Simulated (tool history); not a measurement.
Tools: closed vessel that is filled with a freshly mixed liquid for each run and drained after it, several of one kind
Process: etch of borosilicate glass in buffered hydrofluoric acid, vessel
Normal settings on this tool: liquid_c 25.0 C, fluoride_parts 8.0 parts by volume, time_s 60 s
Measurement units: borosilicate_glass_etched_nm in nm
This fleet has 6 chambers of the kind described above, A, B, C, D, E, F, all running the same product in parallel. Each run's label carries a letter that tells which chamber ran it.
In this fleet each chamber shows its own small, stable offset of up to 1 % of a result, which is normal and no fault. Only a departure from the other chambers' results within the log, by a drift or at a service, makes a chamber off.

run,hour,liquid_c,fluoride_parts,time_s,hours since the thermometer was replaced,hours since the hydrofluoric acid flow meter was replaced,"read-back film thickness of the borosilicate glass reference wafer, read on the same gauge (nm)",borosilicate_glass_etched_nm
1C,6.3,25.0,8.0,60,99.7,264.4,60.016,97.057
2B,16.4,25.0,8.0,60,266.5,1351.8,60.009,94.893
3A,28.0,25.0,8.0,60,328.0,1198.8,59.984,96.141
4F,37.4,25.0,8.0,60,607.6,257.7,59.994,95.646
5D,44.5,25.0,8.0,60,490.2,1574.2,59.999,96.253
6E,50.9,25.0,7.0,40,212.9,245.4,60.019,74.497
7D,60.2,25.0,7.0,40,505.9,1589.9,59.998,74.116
8A,73.5,25.0,7.0,40,373.5,1244.3,60.010,75.451
9E,86.5,25.0,7.0,40,248.5,281.0,59.998,73.107
10C,94.0,25.0,7.0,40,187.4,352.1,59.994,74.730
11B,103.0,25.0,7.0,40,353.1,1438.4,59.992,73.422
12F,112.6,25.0,8.0,60,682.8,332.9,60.005,96.560
13E,120.2,25.0,8.0,60,282.2,314.7,59.998,93.468
14F,127.1,25.0,8.0,60,697.3,347.4,59.997,97.816
15C,138.7,25.0,6.0,60,232.1,396.8,60.001,127.440
16B,149.9,25.0,6.0,60,400.0,1485.3,60.006,127.460
17A,162.8,25.0,6.0,60,462.8,1333.6,60.010,128.080
18D,170.7,25.0,6.0,60,616.4,1700.4,60.019,126.220
19C,182.1,25.0,6.0,60,275.5,440.2,60.005,128.550
20F,188.6,25.0,6.0,60,758.8,408.9,59.986,132.860
21A,201.3,25.0,8.0,60,501.3,1372.1,60.001,97.026
22E,214.4,25.0,8.0,60,376.4,408.9,60.011,95.733
23D,225.5,25.0,5.5,30,671.2,1755.2,60.022,69.149
24B,236.2,25.0,5.5,30,486.3,1571.6,59.989,68.290
25F,245.1,25.0,5.5,30,815.3,465.4,60.006,73.554
26E,257.6,25.0,5.5,30,419.6,452.1,60.002,68.400
27A,271.2,25.0,5.5,30,571.2,1442.0,59.995,68.778
# hour 279.7: chamber D: thermometer replaced
28C,282.5,25.0,5.5,30,375.9,540.6,60.012,69.349
29B,296.3,25.0,8.0,60,546.4,1631.7,59.993,96.498
30D,302.8,25.0,8.0,60,23.2,1832.5,60.029,96.440
31F,316.3,25.0,8.0,60,886.5,536.6,60.014,104.660
32D,325.9,25.0,8.0,60,46.3,1855.6,59.990,94.132
33C,336.7,25.0,8.0,60,430.1,594.8,60.010,96.506
34B,345.5,25.0,8.0,60,595.6,1680.9,60.005,93.612
35E,357.2,25.0,8.0,60,519.2,551.7,60.014,96.376
36A,364.2,25.0,8.0,60,664.2,1535.0,59.980,95.748
37C,377.2,25.0,8.0,60,470.6,635.3,60.009,96.547
38A,384.4,21.5,8.0,60,684.4,1555.2,60.030,80.870
39D,397.1,21.5,8.0,60,117.5,1926.8,60.001,76.974
40E,408.7,21.5,8.0,60,570.7,603.2,59.987,79.936

All chambers now run identical settings, listed one chamber a line with results as question marks. What results will each chamber show?
41A,418.9,25.0,8.0,60,,,,?
41B,418.9,25.0,8.0,60,,,,?
41C,418.9,25.0,8.0,60,,,,?
41D,418.9,25.0,8.0,60,,,,?
41E,418.9,25.0,8.0,60,,,,?
41F,418.9,25.0,8.0,60,,,,?

run,borosilicate_glass_etched_nm
41A,95.533
41B,95.693
41C,97.216
41D,93.928
41E,95.257
41F,106.680

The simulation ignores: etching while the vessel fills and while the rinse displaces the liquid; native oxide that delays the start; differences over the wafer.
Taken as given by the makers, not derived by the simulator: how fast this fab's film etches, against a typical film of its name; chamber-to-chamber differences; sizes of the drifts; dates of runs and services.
